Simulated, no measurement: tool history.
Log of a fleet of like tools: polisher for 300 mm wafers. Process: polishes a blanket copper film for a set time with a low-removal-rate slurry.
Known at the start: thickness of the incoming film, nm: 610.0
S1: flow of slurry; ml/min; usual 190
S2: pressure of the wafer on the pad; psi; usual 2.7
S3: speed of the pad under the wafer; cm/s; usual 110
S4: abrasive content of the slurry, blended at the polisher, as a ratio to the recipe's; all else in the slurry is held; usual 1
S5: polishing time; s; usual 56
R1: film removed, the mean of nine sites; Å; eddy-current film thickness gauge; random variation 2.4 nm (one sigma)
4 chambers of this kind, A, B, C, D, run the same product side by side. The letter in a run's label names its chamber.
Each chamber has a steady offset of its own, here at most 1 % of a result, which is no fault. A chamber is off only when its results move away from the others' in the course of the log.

{"run": "1A", "hour": 5.6, "S1": 190, "S2": 2.7, "S3": 110, "S4": 1, "S5": 56, "R1": 1926.4}
{"run": "2B", "hour": 11.1, "S1": 190, "S2": 2.7, "S3": 110, "S4": 1, "S5": 56, "R1": 1923.3}
{"run": "3C", "hour": 16.6, "S1": 190, "S2": 2.7, "S3": 110, "S4": 1, "S5": 56, "R1": 1922.2}
{"run": "4D", "hour": 24.0, "S1": 190, "S2": 2.7, "S3": 110, "S4": 1, "S5": 56, "R1": 1941.5}
{"hour": 25.6, "done": "chamber B: worn pad replaced by a new one"}
{"hour": 28.4, "done": "chamber D: worn pad replaced by a new one"}
{"run": "5C", "hour": 33.7, "S1": 190, "S2": 2.7, "S3": 110, "S4": 1, "S5": 56, "R1": 1960.7}
{"hour": 33.9, "done": "chamber C: worn pad replaced by a new one"}
{"hour": 40.5, "done": "chamber D: slurry blender recalibrated"}
{"run": "6B", "hour": 42.9, "S1": 190, "S2": 2.7, "S3": 110, "S4": 1, "S5": 56, "R1": 1939.6}
{"run": "7D", "hour": 51.2, "S1": 190, "S2": 2.7, "S3": 110, "S4": 1, "S5": 56, "R1": 1963.2}
{"run": "8A", "hour": 60.4, "S1": 190, "S2": 2, "S3": 138, "S4": 1, "S5": 56, "R1": 1818.9}
{"hour": 64.7, "done": "chamber B: slurry blender recalibrated"}
{"hour": 66.8, "done": "chamber A: slurry blender recalibrated"}
{"run": "9B", "hour": 67.3, "S1": 190, "S2": 2, "S3": 138, "S4": 1, "S5": 56, "R1": 1778.9}
{"run": "10A", "hour": 75.2, "S1": 190, "S2": 2, "S3": 138, "S4": 1, "S5": 56, "R1": 1754.9}
{"run": "11C", "hour": 84.1, "S1": 190, "S2": 2, "S3": 138, "S4": 1, "S5": 56, "R1": 1780.9}
{"run": "12D", "hour": 93.3, "S1": 190, "S2": 2.7, "S3": 110, "S4": 1, "S5": 56, "R1": 1960.1}
{"run": "13B", "hour": 101.5, "S1": 190, "S2": 2.7, "S3": 110, "S4": 1, "S5": 56, "R1": 1972.6}
{"run": "14D", "hour": 111.2, "S1": 190, "S2": 2.7, "S3": 110, "S4": 1, "S5": 56, "R1": 1906.5}
{"run": "15A", "hour": 116.3, "S1": 190, "S2": 2.7, "S3": 110, "S4": 1, "S5": 56, "R1": 1870.7}
{"run": "16C", "hour": 122.9, "S1": 130, "S2": 2.7, "S3": 126, "S4": 1, "S5": 56, "R1": 2106.9}
{"hour": 129.3, "done": "chamber B: head pressure recalibrated"}
{"run": "17D", "hour": 129.5, "S1": 130, "S2": 2.7, "S3": 126, "S4": 1, "S5": 56, "R1": 2086.9}
{"hour": 129.8, "done": "chamber B: worn pad replaced by a new one"}
{"run": "18C", "hour": 136.6, "S1": 130, "S2": 2.7, "S3": 126, "S4": 1, "S5": 56, "R1": 2040}
{"hour": 140.0, "done": "chamber D: head pressure recalibrated"}
{"hour": 141.3, "done": "chamber D: slurry nozzle cleaned"}
{"run": "19A", "hour": 144.2, "S1": 130, "S2": 2.7, "S3": 126, "S4": 1, "S5": 56, "R1": 2045.7}
{"run": "20B", "hour": 149.7, "S1": 190, "S2": 2.7, "S3": 110, "S4": 1, "S5": 56, "R1": 1935.3}
{"run": "21B", "hour": 159.7, "S1": 190, "S2": 2.7, "S3": 110, "S4": 1, "S5": 56, "R1": 1976}
{"hour": 165.8, "done": "chamber D: worn pad replaced by a new one"}
{"run": "22A", "hour": 169.0, "S1": 190, "S2": 2.7, "S3": 110, "S4": 1, "S5": 56, "R1": 1817.2}
{"run": "23C", "hour": 175.8, "S1": 190, "S2": 2.7, "S3": 110, "S4": 1, "S5": 56, "R1": 1957.4}
{"run": "24D", "hour": 181.2, "S1": 190, "S2": 2.7, "S3": 110, "S4": 1, "S5": 56, "R1": 1991.2}
{"run": "25C", "hour": 189.4, "S1": 190, "S2": 2.7, "S3": 110, "S4": 1, "S5": 56, "R1": 1944.1}
{"hour": 196.0, "done": "chamber D: slurry blender recalibrated"}
{"run": "26D", "hour": 198.4, "S1": 190, "S2": 2.7, "S3": 110, "S4": 1, "S5": 56, "R1": 1976.9}
{"hour": 201.9, "done": "chamber C: worn pad replaced by a new one"}
{"run": "27A", "hour": 205.0, "S1": 190, "S2": 2.7, "S3": 110, "S4": 1, "S5": 56, "R1": 1778.1}
{"run": "28B", "hour": 210.9, "S1": 190, "S2": 2.7, "S3": 110, "S4": 1, "S5": 56, "R1": 1935.5}
{"run": "29B", "hour": 219.3, "S1": 190, "S2": 2.7, "S3": 110, "S4": 1, "S5": 56, "R1": 1969.1}
{"run": "30D", "hour": 228.0, "S1": 190, "S2": 2.7, "S3": 110, "S4": 1, "S5": 56, "R1": 1933.2}
{"run": "31A", "hour": 235.8, "S1": 190, "S2": 2.7, "S3": 110, "S4": 1, "S5": 56, "R1": 1752.3}
{"run": "32C", "hour": 245.1, "S1": 215, "S2": 2.7, "S3": 110, "S4": 1, "S5": 56, "R1": 1954.9}
{"hour": 248.2, "done": "chamber B: worn pad replaced by a new one"}
{"run": "33B", "hour": 250.6, "S1": 215, "S2": 2.7, "S3": 110, "S4": 1, "S5": 56, "R1": 1969.4}
{"hour": 257.7, "done": "chamber C: slurry blender recalibrated"}
{"run": "34C", "hour": 258.7, "S1": 215, "S2": 2.7, "S3": 110, "S4": 1, "S5": 56, "R1": 1997.3}
{"run": "35D", "hour": 267.8, "S1": 215, "S2": 2.7, "S3": 110, "S4": 1, "S5": 56, "R1": 1965.5}

All 4 chambers run these settings next. Forecast each chamber's results:
{"run": "36A", "hour": 274.9, "S1": 190, "S2": 2.3, "S3": 110, "S4": 1, "S5": 56, "R1": "?"}
{"run": "36B", "hour": 274.9, "S1": 190, "S2": 2.3, "S3": 110, "S4": 1, "S5": 56, "R1": "?"}
{"run": "36C", "hour": 274.9, "S1": 190, "S2": 2.3, "S3": 110, "S4": 1, "S5": 56, "R1": "?"}
{"run": "36D", "hour": 274.9, "S1": 190, "S2": 2.3, "S3": 110, "S4": 1, "S5": 56, "R1": "?"}

run=36A R1=1474.4
run=36B R1=1654.6
run=36C R1=1640.4
run=36D R1=1656.2
